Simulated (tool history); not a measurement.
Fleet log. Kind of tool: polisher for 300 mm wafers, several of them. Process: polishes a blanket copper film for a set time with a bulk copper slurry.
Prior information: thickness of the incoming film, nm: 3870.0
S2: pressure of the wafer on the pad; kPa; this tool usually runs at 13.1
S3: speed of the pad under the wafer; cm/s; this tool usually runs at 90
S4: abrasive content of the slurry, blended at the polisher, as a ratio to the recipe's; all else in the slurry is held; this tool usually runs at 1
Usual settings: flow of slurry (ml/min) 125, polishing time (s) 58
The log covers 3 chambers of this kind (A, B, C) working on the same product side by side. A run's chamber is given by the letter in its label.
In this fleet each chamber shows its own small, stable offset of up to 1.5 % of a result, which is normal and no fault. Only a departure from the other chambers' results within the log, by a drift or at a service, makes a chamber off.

{"run": "1B", "hour": 7.7, "flow of slurry (ml/min)": 125, "S2": 13.1, "S3": 90, "S4": 1, "polishing time (s)": 58, "film removed (nm)": 276.66}
{"run": "2C", "hour": 18.7, "flow of slurry (ml/min)": 125, "S2": 13.1, "S3": 90, "S4": 1, "polishing time (s)": 58, "film removed (nm)": 273.69}
{"run": "3A", "hour": 27.3, "flow of slurry (ml/min)": 125, "S2": 13.1, "S3": 90, "S4": 1, "polishing time (s)": 58, "film removed (nm)": 275.74}
{"hour": 33.6, "done": "chamber A: slurry blender recalibrated"}
{"run": "4B", "hour": 41.4, "flow of slurry (ml/min)": 125, "S2": 13.1, "S3": 90, "S4": 1, "polishing time (s)": 58, "film removed (nm)": 278.71}
{"hour": 47.9, "done": "chamber C: slurry blender recalibrated"}
{"hour": 49.1, "done": "chamber B: slurry blender recalibrated"}
{"run": "5C", "hour": 51.4, "flow of slurry (ml/min)": 125, "S2": 13.1, "S3": 90, "S4": 1, "polishing time (s)": 58, "film removed (nm)": 273.97}
{"run": "6A", "hour": 63.3, "flow of slurry (ml/min)": 125, "S2": 13.1, "S3": 90, "S4": 1, "polishing time (s)": 58, "film removed (nm)": 270.38}
{"hour": 70.4, "done": "chamber B: worn pad replaced by a new one"}
{"hour": 71.5, "done": "chamber C: worn pad replaced by a new one"}
{"run": "7B", "hour": 73.1, "flow of slurry (ml/min)": 125, "S2": 13.1, "S3": 90, "S4": 1, "polishing time (s)": 58, "film removed (nm)": 276.29}
{"run": "8C", "hour": 82.0, "flow of slurry (ml/min)": 125, "S2": 13.1, "S3": 90, "S4": 1, "polishing time (s)": 58, "film removed (nm)": 275.76}
{"hour": 91.1, "done": "chamber A: worn pad replaced by a new one"}
{"run": "9A", "hour": 95.4, "flow of slurry (ml/min)": 125, "S2": 13.1, "S3": 64, "S4": 1.25, "polishing time (s)": 58, "film removed (nm)": 202.19}
{"run": "10C", "hour": 105.3, "flow of slurry (ml/min)": 125, "S2": 13.1, "S3": 64, "S4": 1.25, "polishing time (s)": 58, "film removed (nm)": 202.17}
{"run": "11A", "hour": 119.8, "flow of slurry (ml/min)": 125, "S2": 13.1, "S3": 64, "S4": 1.25, "polishing time (s)": 58, "film removed (nm)": 203.62}
{"run": "12B", "hour": 131.0, "flow of slurry (ml/min)": 125, "S2": 13.1, "S3": 90, "S4": 1, "polishing time (s)": 58, "film removed (nm)": 274.47}
{"run": "13C", "hour": 142.0, "flow of slurry (ml/min)": 125, "S2": 13.1, "S3": 90, "S4": 1, "polishing time (s)": 58, "film removed (nm)": 273.43}
{"run": "14A", "hour": 150.4, "flow of slurry (ml/min)": 125, "S2": 17.2, "S3": 102, "S4": 1, "polishing time (s)": 58, "film removed (nm)": 409.17}
{"run": "15B", "hour": 160.7, "flow of slurry (ml/min)": 125, "S2": 17.2, "S3": 102, "S4": 1, "polishing time (s)": 58, "film removed (nm)": 416.65}
{"run": "16B", "hour": 174.6, "flow of slurry (ml/min)": 125, "S2": 17.2, "S3": 102, "S4": 1, "polishing time (s)": 58, "film removed (nm)": 415.41}
{"run": "17A", "hour": 182.7, "flow of slurry (ml/min)": 125, "S2": 13.1, "S3": 90, "S4": 1, "polishing time (s)": 58, "film removed (nm)": 274.81}
{"hour": 184.1, "done": "chamber C: worn pad replaced by a new one"}
{"run": "18C", "hour": 194.0, "flow of slurry (ml/min)": 125, "S2": 13.1, "S3": 64, "S4": 1, "polishing time (s)": 58, "film removed (nm)": 196.97}
{"hour": 195.7, "done": "chamber B: worn pad replaced by a new one"}
{"run": "19B", "hour": 208.1, "flow of slurry (ml/min)": 125, "S2": 13.1, "S3": 64, "S4": 1, "polishing time (s)": 58, "film removed (nm)": 199.54}
{"run": "20C", "hour": 217.0, "flow of slurry (ml/min)": 125, "S2": 13.1, "S3": 64, "S4": 1, "polishing time (s)": 58, "film removed (nm)": 196.3}
{"hour": 218.8, "done": "chamber A: slurry blender recalibrated"}
{"hour": 226.5, "done": "chamber A: worn pad replaced by a new one"}
{"run": "21A", "hour": 229.3, "flow of slurry (ml/min)": 125, "S2": 13.1, "S3": 90, "S4": 1, "polishing time (s)": 58, "film removed (nm)": 278.37}
{"hour": 243.1, "done": "chamber C: slurry nozzle cleaned"}
{"run": "22C", "hour": 243.7, "flow of slurry (ml/min)": 125, "S2": 13.1, "S3": 90, "S4": 1, "polishing time (s)": 58, "film removed (nm)": 273}
{"hour": 245.4, "done": "chamber B: slurry blender recalibrated"}
{"run": "23A", "hour": 258.6, "flow of slurry (ml/min)": 125, "S2": 9, "S3": 90, "S4": 1, "polishing time (s)": 58, "film removed (nm)": 187.54}
{"run": "24B", "hour": 266.6, "flow of slurry (ml/min)": 125, "S2": 9, "S3": 90, "S4": 1, "polishing time (s)": 58, "film removed (nm)": 186.03}
{"run": "25A", "hour": 276.9, "flow of slurry (ml/min)": 125, "S2": 9, "S3": 90, "S4": 1, "polishing time (s)": 58, "film removed (nm)": 188.33}
{"hour": 279.6, "done": "chamber A: head pressure recalibrated"}
{"run": "26B", "hour": 283.4, "flow of slurry (ml/min)": 125, "S2": 13.1, "S3": 90, "S4": 1, "polishing time (s)": 58, "film removed (nm)": 276.87}
{"hour": 288.6, "done": "chamber A: slurry nozzle cleaned"}
{"run": "27C", "hour": 293.8, "flow of slurry (ml/min)": 125, "S2": 13.1, "S3": 90, "S4": 1, "polishing time (s)": 58, "film removed (nm)": 271.73}
{"hour": 305.0, "done": "chamber C: slurry blender recalibrated"}
{"hour": 306.2, "done": "chamber C: worn pad replaced by a new one"}
{"run": "28B", "hour": 307.1, "flow of slurry (ml/min)": 125, "S2": 13.1, "S3": 90, "S4": 1, "polishing time (s)": 58, "film removed (nm)": 279.81}
{"run": "29C", "hour": 321.6, "flow of slurry (ml/min)": 150, "S2": 15.9, "S3": 90, "S4": 1, "polishing time (s)": 58, "film removed (nm)": 342.55}
{"run": "30A", "hour": 328.5, "flow of slurry (ml/min)": 150, "S2": 15.9, "S3": 90, "S4": 1, "polishing time (s)": 58, "film removed (nm)": 379.4}
{"run": "31C", "hour": 337.8, "flow of slurry (ml/min)": 150, "S2": 15.9, "S3": 90, "S4": 1, "polishing time (s)": 58, "film removed (nm)": 342.53}
{"hour": 345.6, "done": "chamber B: worn pad replaced by a new one"}
{"run": "32B", "hour": 347.2, "flow of slurry (ml/min)": 95, "S2": 13.1, "S3": 118, "S4": 1, "polishing time (s)": 58, "film removed (nm)": 335.71}
{"run": "33A", "hour": 358.8, "flow of slurry (ml/min)": 95, "S2": 13.1, "S3": 118, "S4": 1, "polishing time (s)": 58, "film removed (nm)": 371.14}
{"hour": 364.0, "done": "chamber B: head pressure recalibrated"}
{"run": "34A", "hour": 369.0, "flow of slurry (ml/min)": 95, "S2": 13.1, "S3": 118, "S4": 1, "polishing time (s)": 58, "film removed (nm)": 372.17}
{"run": "35C", "hour": 384.0, "flow of slurry (ml/min)": 125, "S2": 13.1, "S3": 90, "S4": 1, "polishing time (s)": 58, "film removed (nm)": 271.98}
{"hour": 393.8, "done": "chamber A: worn pad replaced by a new one"}
{"run": "36B", "hour": 394.2, "flow of slurry (ml/min)": 125, "S2": 13.1, "S3": 90, "S4": 1, "polishing time (s)": 58, "film removed (nm)": 277.82}
{"run": "37A", "hour": 404.1, "flow of slurry (ml/min)": 125, "S2": 13.1, "S3": 90, "S4": 1, "polishing time (s)": 58, "film removed (nm)": 300.45}
{"run": "38B", "hour": 414.9, "flow of slurry (ml/min)": 125, "S2": 13.1, "S3": 90, "S4": 1, "polishing time (s)": 58, "film removed (nm)": 275.75}
{"hour": 416.8, "done": "chamber C: worn pad replaced by a new one"}
{"hour": 424.7, "done": "chamber B: slurry blender recalibrated"}
{"run": "39C", "hour": 425.0, "flow of slurry (ml/min)": 125, "S2": 13.1, "S3": 90, "S4": 1, "polishing time (s)": 58, "film removed (nm)": 274.14}
{"run": "40A", "hour": 435.4, "flow of slurry (ml/min)": 125, "S2": 13.1, "S3": 90, "S4": 1, "polishing time (s)": 58, "film removed (nm)": 300.96}
{"run": "41B", "hour": 444.2, "flow of slurry (ml/min)": 125, "S2": 13.1, "S3": 90, "S4": 1, "polishing time (s)": 58, "film removed (nm)": 276.63}
{"hour": 447.6, "done": "chamber A: slurry blender recalibrated"}
{"run": "42C", "hour": 455.8, "flow of slurry (ml/min)": 125, "S2": 13.1, "S3": 90, "S4": 1, "polishing time (s)": 58, "film removed (nm)": 273.87}
{"run": "43A", "hour": 466.4, "flow of slurry (ml/min)": 125, "S2": 13.1, "S3": 90, "S4": 1, "polishing time (s)": 58, "film removed (nm)": 300.89}
{"hour": 467.6, "done": "chamber B: slurry nozzle cleaned"}
{"run": "44B", "hour": 478.6, "flow of slurry (ml/min)": 125, "S2": 13.1, "S3": 90, "S4": 1, "polishing time (s)": 58, "film removed (nm)": 274.97}

Is one chamber off against the others, does the gauge drift, or is nothing wrong? If a chamber is off, say which, and what the likeliest cause is.

After it was serviced, chamber A no longer matches the other chambers.
Most likely cause: head's pressure above its setpoint, % = 9.47.

Below are 4 candidate recipes for chamber A's next run, each the usual settings with a change, their results shown as question marks. Which of them brings A's results back in line with what the other chambers give on the usual settings?
Counts as in line when no further than this from what the other chambers average on the usual settings: film removed (nm) 7.4
{"run": "45A-1", "hour": 489.3, "flow of slurry (ml/min)": 125, "S2": 13.1, "S3": 90, "S4": 1, "polishing time (s)": 60, "film removed (nm)": "?"}
{"run": "45A-2", "hour": 489.3, "flow of slurry (ml/min)": 125, "S2": 14.5, "S3": 90, "S4": 1, "polishing time (s)": 58, "film removed (nm)": "?"}
{"run": "45A-3", "hour": 489.3, "flow of slurry (ml/min)": 125, "S2": 13.1, "S3": 88, "S4": 1, "polishing time (s)": 57, "film removed (nm)": "?"}
{"run": "45A-4", "hour": 489.3, "flow of slurry (ml/min)": 125, "S2": 13.1, "S3": 90, "S4": 0.65, "polishing time (s)": 58, "film removed (nm)": "?"}

The mean the other chambers reach with the usual settings: film removed (nm) 274.91
run=45A-1 film_removed_(nm)=310.86
run=45A-2 film_removed_(nm)=331.81
run=45A-3 film_removed_(nm)=288.7
run=45A-4 film_removed_(nm)=275.24
With 45A-4, the chamber falls back in line with the rest.

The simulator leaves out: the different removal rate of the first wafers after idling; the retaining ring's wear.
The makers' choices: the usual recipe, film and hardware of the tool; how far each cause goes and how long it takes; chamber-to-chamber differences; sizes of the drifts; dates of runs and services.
